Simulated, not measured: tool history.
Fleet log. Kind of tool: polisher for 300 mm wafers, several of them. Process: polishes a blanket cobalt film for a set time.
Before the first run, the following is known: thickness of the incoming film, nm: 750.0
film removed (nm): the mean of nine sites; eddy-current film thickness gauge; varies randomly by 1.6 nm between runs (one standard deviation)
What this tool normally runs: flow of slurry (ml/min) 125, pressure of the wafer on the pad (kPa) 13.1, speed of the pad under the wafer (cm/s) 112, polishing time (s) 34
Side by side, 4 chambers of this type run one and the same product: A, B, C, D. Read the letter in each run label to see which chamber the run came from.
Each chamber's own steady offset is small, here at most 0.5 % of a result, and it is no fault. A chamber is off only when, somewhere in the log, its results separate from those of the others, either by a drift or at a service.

run   hour  flow of slurry (ml/min)  pressure of the wafer on the pad (kPa)  speed of the pad under the wafer (cm/s)  polishing time (s)  film removed (nm)
 1C    6.7                      125                                    13.1                                      112                  34             196.63
 2D   10.2                      125                                    13.1                                      112                  34              192.5
      11.8  -- chamber A: worn pad replaced by a new one
      12.4  -- chamber D: worn pad replaced by a new one
      14.4  -- chamber C: head pressure recalibrated
 3B     17                      125                                    13.1                                      112                  34             193.28
 4A   22.2                      125                                    13.1                                      112                  34             196.07
      23.5  -- chamber B: head pressure recalibrated
 5B   29.5                      125                                    13.1                                      112                  34             197.74
 6D   34.9                      125                                    13.1                                      112                  34             193.66
 7C     42                      125                                    13.1                                      112                  34             195.96
 8A     47                      125                                    13.1                                      112                  34             195.46
 9B   51.2                      125                                    13.1                                      112                  34             194.24
10C   55.6                      125                                    13.1                                      112                  34             195.26
11D   60.5                      125                                    13.1                                      112                  34             196.92
      63.9  -- chamber B: worn pad replaced by a new one
12A   68.2                      125                                    13.1                                      112                  34             197.65
13A   74.4                      125                                    13.1                                      112                  34             194.23
14C   80.9                      145                                    13.1                                      112                  34             201.45
15B   86.1                      145                                    13.1                                      112                  34              204.4
16D   91.6                      145                                    13.1                                      112                  34             200.82
17A   97.3                      145                                    13.1                                      112                  34             202.52
18B  101.5                      125                                    13.1                                      112                  34             195.06
19D    105                      140                                    13.1                                      112                  34             200.29
20C    112                      140                                    13.1                                      112                  34             199.74
21A  119.2                      140                                    13.1                                      112                  34             199.31
22B  122.8                      140                                    13.1                                      112                  34             197.48
23C  127.8                      125                                    13.1                                      112                  34             197.24
24D  132.4                      125                                    13.1                                      112                  34             194.67

Decide between three cases: one chamber stands off from its peers, the gauge reading all wafers drifts, or nothing is wrong past each chamber's small offset. Where a chamber is off, say which and what most likely put it there.

No chamber is off and the gauge is stable; the differences are just each chamber's small, constant offset.
